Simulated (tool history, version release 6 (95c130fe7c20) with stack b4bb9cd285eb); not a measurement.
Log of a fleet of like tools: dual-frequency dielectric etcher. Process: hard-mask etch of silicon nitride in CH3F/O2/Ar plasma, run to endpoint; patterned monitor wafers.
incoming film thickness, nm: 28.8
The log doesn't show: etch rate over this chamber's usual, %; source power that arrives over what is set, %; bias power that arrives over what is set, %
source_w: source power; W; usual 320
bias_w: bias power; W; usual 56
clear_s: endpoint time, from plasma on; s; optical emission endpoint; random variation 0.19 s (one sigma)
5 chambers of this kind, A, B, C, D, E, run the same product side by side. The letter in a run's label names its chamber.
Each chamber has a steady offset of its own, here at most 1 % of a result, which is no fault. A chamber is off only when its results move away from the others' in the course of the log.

run	day	source_w	bias_w	hours since the last wet clean	hours since the last source power generator calibration	hours since the last bias power generator calibration	clear_s
1C	0.288	320	56	258.1	4306.6	2296.5	49.559
2D	0.558	320	56	265.9	1227.6	123.5	49.948
3E	0.867	320	56	526.3	4285.2	2063.1	49.154
# day 1.012: chamber A: wet clean of the chamber
4A	1.221	320	56	5.0	1532.4	565.1	49.108
5B	1.392	320	56	618.5	2429.1	2325.8	49.008
6C	1.792	320	56	294.2	4342.7	2332.6	49.389
7E	2.125	320	56	556.5	4315.4	2093.3	49.390
8B	2.354	320	56	641.6	2452.2	2348.9	49.018
# day 2.750: chamber B: wet clean of the chamber
9A	2.750	320	56	41.7	1569.1	601.8	49.113
10D	2.962	320	56	323.6	1285.3	181.2	49.869
11C	3.208	320	56	328.2	4376.7	2366.6	49.656
12D	3.533	320	56	337.3	1299.0	194.9	49.898
# day 3.604: chamber E: wet clean of the chamber
13B	3.850	320	56	26.4	2488.1	2384.8	49.094
14E	4.167	320	56	13.5	4364.4	2142.3	49.243
15A	4.483	390	50	83.3	1610.7	643.4	47.151
16D	4.804	390	50	367.8	1329.5	225.4	47.370
17B	4.979	390	50	53.5	2515.2	2411.9	47.695
18E	5.171	390	50	37.6	4388.5	2166.4	46.909
19C	5.350	390	50	379.6	4428.1	2418.0	47.325
20A	5.625	320	56	110.7	1638.1	670.8	49.324
21E	5.892	320	56	54.9	4405.8	2183.7	48.815
22D	6.083	320	56	398.5	1360.2	256.1	49.506
23C	6.275	320	56	401.8	4450.3	2440.2	48.864
24A	6.604	320	56	134.2	1661.6	694.3	49.189
25B	6.862	320	56	98.7	2560.4	2457.1	49.415
26D	7.208	320	56	425.5	1387.2	283.1	49.475
27B	7.412	320	56	111.9	2573.6	2470.3	49.345
28A	7.596	320	56	158.0	1685.4	718.1	49.235
29E	7.788	320	56	100.4	4451.3	2229.2	48.669
30C	8.054	320	56	444.5	4493.0	2482.9	48.718

Next, every chamber runs the same settings. What will each give?
31A	8.342	320	56				?
31B	8.342	320	56				?
31C	8.342	320	56				?
31D	8.342	320	56				?
31E	8.342	320	56				?

run	clear_s
31A	49.228
31B	49.375
31C	49.421
31D	49.664
31E	48.756
